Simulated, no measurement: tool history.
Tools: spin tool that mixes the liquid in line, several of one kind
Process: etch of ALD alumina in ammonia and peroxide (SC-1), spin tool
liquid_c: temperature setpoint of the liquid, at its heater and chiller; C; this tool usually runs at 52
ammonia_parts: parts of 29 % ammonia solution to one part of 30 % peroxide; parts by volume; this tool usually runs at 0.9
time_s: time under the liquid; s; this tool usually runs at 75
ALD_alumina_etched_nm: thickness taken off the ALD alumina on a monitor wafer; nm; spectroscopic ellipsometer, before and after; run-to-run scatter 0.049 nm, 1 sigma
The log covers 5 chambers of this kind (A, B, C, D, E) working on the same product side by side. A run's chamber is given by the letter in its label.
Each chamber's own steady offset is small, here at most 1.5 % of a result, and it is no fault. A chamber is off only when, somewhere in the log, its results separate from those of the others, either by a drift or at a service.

run     day  liquid_c  ammonia_parts  time_s  read-back film thickness of the ALD alumina reference wafer, read on the same gauge (nm)  ALD_alumina_etched_nm
 1A   0.342        52            0.9      75                                                                                    89.986                 5.3552
 2C   0.646        52            0.9      75                                                                                    89.959                 5.3905
 3D   0.954        52            0.9      75                                                                                    89.998                 5.3292
 4B   1.388        52            0.9      75                                                                                    89.988                 5.3242
 5E   1.600        52            0.9      75                                                                                    90.005                 5.3574
 6B   1.908        52            0.9      75                                                                                    89.959                 5.2498
 7D   2.183        52            0.9      75                                                                                    90.020                 5.2624
 8A   2.450        52            0.9      75                                                                                    89.976                 5.3152
 9C   2.654        52            0.9      75                                                                                    89.985                 5.4478
10E   2.862        52            0.9      75                                                                                    89.982                 5.2669
11C   3.062        52            0.9      75                                                                                    89.961                 5.4433
12D   3.388        52            0.9      75                                                                                    90.033                 5.2410
13B   3.779        52            0.9      75                                                                                    89.982                 5.1975
14A   4.125        52            0.9      75                                                                                    89.988                 5.3382
15E   4.354        52            0.9      75                                                                                    89.980                 5.1532
      4.512  -- chamber A: new drum of ammonia solution connected
16E   4.671        52            0.9      75                                                                                    90.008                 5.1866
17B   5.025        52            0.9      75                                                                                    90.013                 5.2879
18A   5.283        52            0.9      75                                                                                    89.959                 5.2519
19D   5.538        48            0.9      75                                                                                    89.964                 4.3044
20C   5.958        48            0.9      75                                                                                    89.985                 4.3750
      6.050  -- chamber E: new drum of ammonia solution connected
21C   6.238        48            0.9      75                                                                                    89.982                 4.3155
22A   6.583        48            0.9      75                                                                                    90.039                 4.1974
      6.612  -- chamber A: ammonia flow meter replaced
23E   6.854        48            0.9      75                                                                                    89.987                 4.0352
24D   7.242        52            0.9      75                                                                                    89.993                 5.3394
25B   7.517        60            0.9      75                                                                                    89.979                 7.9160
26B   7.879        60            0.9      75                                                                                    90.013                 8.0177
27E   8.283        60            0.9      75                                                                                    89.985                 7.6258
28C   8.667        60            0.9      75                                                                                    89.999                 8.3929
29A   9.046        60            0.9      75                                                                                    89.970                 8.0939
30D   9.246        52            0.9      75                                                                                    89.963                 5.2569
31A   9.538        52            0.9      75                                                                                    89.983                 5.3182
32D   9.750        52            0.9      75                                                                                    89.989                 5.3570
33B   9.996        52            0.9      75                                                                                    89.974                 5.2718
34C  10.392        52            0.9      75                                                                                    90.026                 5.4079
35E  10.671        52            0.9      75                                                                                    90.001                 4.7882
36D  11.100        52            0.9      75                                                                                    90.011                 5.3227

All chambers now run identical settings, listed one chamber a line with results as question marks. What results will each chamber show?
37A  11.425        52            0.9      50                                                                                                                ?
37B  11.425        52            0.9      50                                                                                                                ?
37C  11.425        52            0.9      50                                                                                                                ?
37D  11.425        52            0.9      50                                                                                                                ?
37E  11.425        52            0.9      50                                                                                                                ?

run  ALD_alumina_etched_nm
37A                 3.4891
37B                 3.5277
37C                 3.5348
37D                 3.5365
37E                 3.1415
